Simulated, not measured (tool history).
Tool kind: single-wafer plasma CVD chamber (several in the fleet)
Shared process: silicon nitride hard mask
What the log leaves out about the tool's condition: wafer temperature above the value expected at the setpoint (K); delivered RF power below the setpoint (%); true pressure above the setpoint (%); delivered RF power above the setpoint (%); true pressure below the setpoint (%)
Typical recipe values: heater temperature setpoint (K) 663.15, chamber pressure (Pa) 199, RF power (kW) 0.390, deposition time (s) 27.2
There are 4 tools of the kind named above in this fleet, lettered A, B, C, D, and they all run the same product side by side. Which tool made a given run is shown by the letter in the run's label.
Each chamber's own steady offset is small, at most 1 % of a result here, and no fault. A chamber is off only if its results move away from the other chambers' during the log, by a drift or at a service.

run	hour	heater temperature setpoint (K)	chamber pressure (Pa)	RF power (kW)	deposition time (s)	hours since the last thermocouple change	hours since the last RF generator calibration	hours since the last manometer calibration	read-back reference wafer on the same gauge, thickness_nm	mean film thickness on the monitor wafer (Å)
1D	4.8	663.15	199	0.390	27.2	81.7	844.1	710.8	41.490	363.73
2A	7.9	663.15	199	0.390	27.2	1895.8	1130.0	921.4	41.505	361.61
3B	10.8	663.15	199	0.390	27.2	1264.1	649.9	1372.6	41.477	364.29
4C	14.3	663.15	199	0.390	27.2	1236.5	1616.4	90.4	41.509	365.22
5A	18.2	663.15	199	0.390	27.2	1906.1	1140.3	931.7	41.510	361.99
6D	20.8	663.15	199	0.390	27.2	97.7	860.1	726.8	41.508	364.60
7C	25.8	663.15	199	0.390	27.2	1248.0	1627.9	101.9	41.502	364.23
8B	30.9	663.15	199	0.390	27.2	1284.2	670.0	1392.7	41.483	364.98
# hour 31.7: chamber A: RF generator calibrated
9C	36.1	663.15	199	0.390	27.2	1258.3	1638.2	112.2	41.526	364.78
10D	39.9	663.15	199	0.390	27.2	116.8	879.2	745.9	41.518	363.98
11B	43.6	663.15	199	0.390	27.2	1296.9	682.7	1405.4	41.479	366.41
12A	46.4	663.15	199	0.390	27.2	1934.3	14.8	959.9	41.509	362.21
13D	49.2	663.15	199	0.390	27.2	126.1	888.5	755.2	41.514	364.75
14B	54.7	663.15	199	0.390	27.2	1308.0	693.8	1416.5	41.492	366.05
15A	59.2	663.15	199	0.390	27.2	1947.1	27.6	972.7	41.497	361.62
16C	64.1	663.15	199	0.390	27.2	1286.3	1666.2	140.2	41.501	366.19
17A	68.1	663.15	199	0.390	27.2	1956.0	36.5	981.6	41.510	362.07
18C	72.3	663.15	199	0.450	25.5	1294.5	1674.4	148.4	41.483	370.90
19B	76.8	663.15	199	0.450	25.5	1330.1	715.9	1438.6	41.515	372.60
20D	80.1	663.15	199	0.450	25.5	157.0	919.4	786.1	41.503	370.49
21A	83.2	663.15	199	0.450	25.5	1971.1	51.6	996.7	41.505	368.50
22B	87.0	663.15	199	0.390	27.2	1340.3	726.1	1448.8	41.486	365.59
23D	91.8	663.15	199	0.390	27.2	168.7	931.1	797.8	41.507	361.21
24C	96.5	663.15	199	0.390	27.2	1318.7	1698.6	172.6	41.516	366.43
25A	99.6	663.15	199	0.390	27.2	1987.5	68.0	1013.1	41.476	363.26
26C	102.2	663.15	199	0.390	27.2	1324.4	1704.3	178.3	41.502	366.19
27D	106.1	663.15	199	0.390	27.2	183.0	945.4	812.1	41.526	361.27
# hour 108.0: chamber B: thermocouple changed; heater temperature recalibrated
28B	109.7	669.15	243	0.390	27.2	1.8	748.8	1471.5	41.508	385.06
29D	113.2	669.15	243	0.390	27.2	190.1	952.5	819.2	41.535	379.51
30A	118.5	669.15	243	0.390	27.2	2006.4	86.9	1032.0	41.489	381.83
31B	123.5	669.15	243	0.390	27.2	15.6	762.6	1485.3	41.500	387.13
32C	126.2	663.15	199	0.390	27.2	1348.4	1728.3	202.3	41.509	364.33
33B	129.8	650.15	217	0.390	27.2	21.9	768.9	1491.6	41.502	376.18
34A	133.2	650.15	217	0.390	27.2	2021.1	101.6	1046.7	41.481	373.44
35C	136.2	650.15	217	0.390	27.2	1358.4	1738.3	212.3	41.519	377.14
36D	140.6	650.15	217	0.390	27.2	217.5	979.9	846.6	41.496	369.92
37D	145.4	663.15	199	0.390	27.2	222.3	984.7	851.4	41.511	356.60
38C	150.0	663.15	199	0.390	27.2	1372.2	1752.1	226.1	41.495	366.75

Does one chamber stand apart from the rest, does the shared gauge drift, or is all well apart from small per-chamber offsets? Give the chamber and the most likely cause, where there is one.

One chamber, D, drifts off from the rest bit by bit.
Cause: delivered RF power below the setpoint (%) = 3.06.
The log may not tell that from: true pressure below the setpoint (%).

Here are 4 candidates for chamber D's next run, each the usual settings with a change, their results left as question marks. Which one brings its results back in line with what the others give on the usual settings?
A result is in line if it is within this distance of the other chambers' mean on the usual settings: mean film thickness on the monitor wafer (Å) 2.90
39D-1	154.2	663.15	199	0.390	28.3					?
39D-2	154.2	663.15	200	0.390	27.7					?
39D-3	154.2	663.15	196	0.385	26.4					?
39D-4	154.2	663.15	197	0.385	26.9					?

What the other chambers average on the usual settings: mean film thickness on the monitor wafer (Å) 364.36
run	mean film thickness on the monitor wafer (Å)
39D-1	371.35
39D-2	364.21
39D-3	342.30
39D-4	349.47
With 39D-2, the chamber falls back in line with the rest.
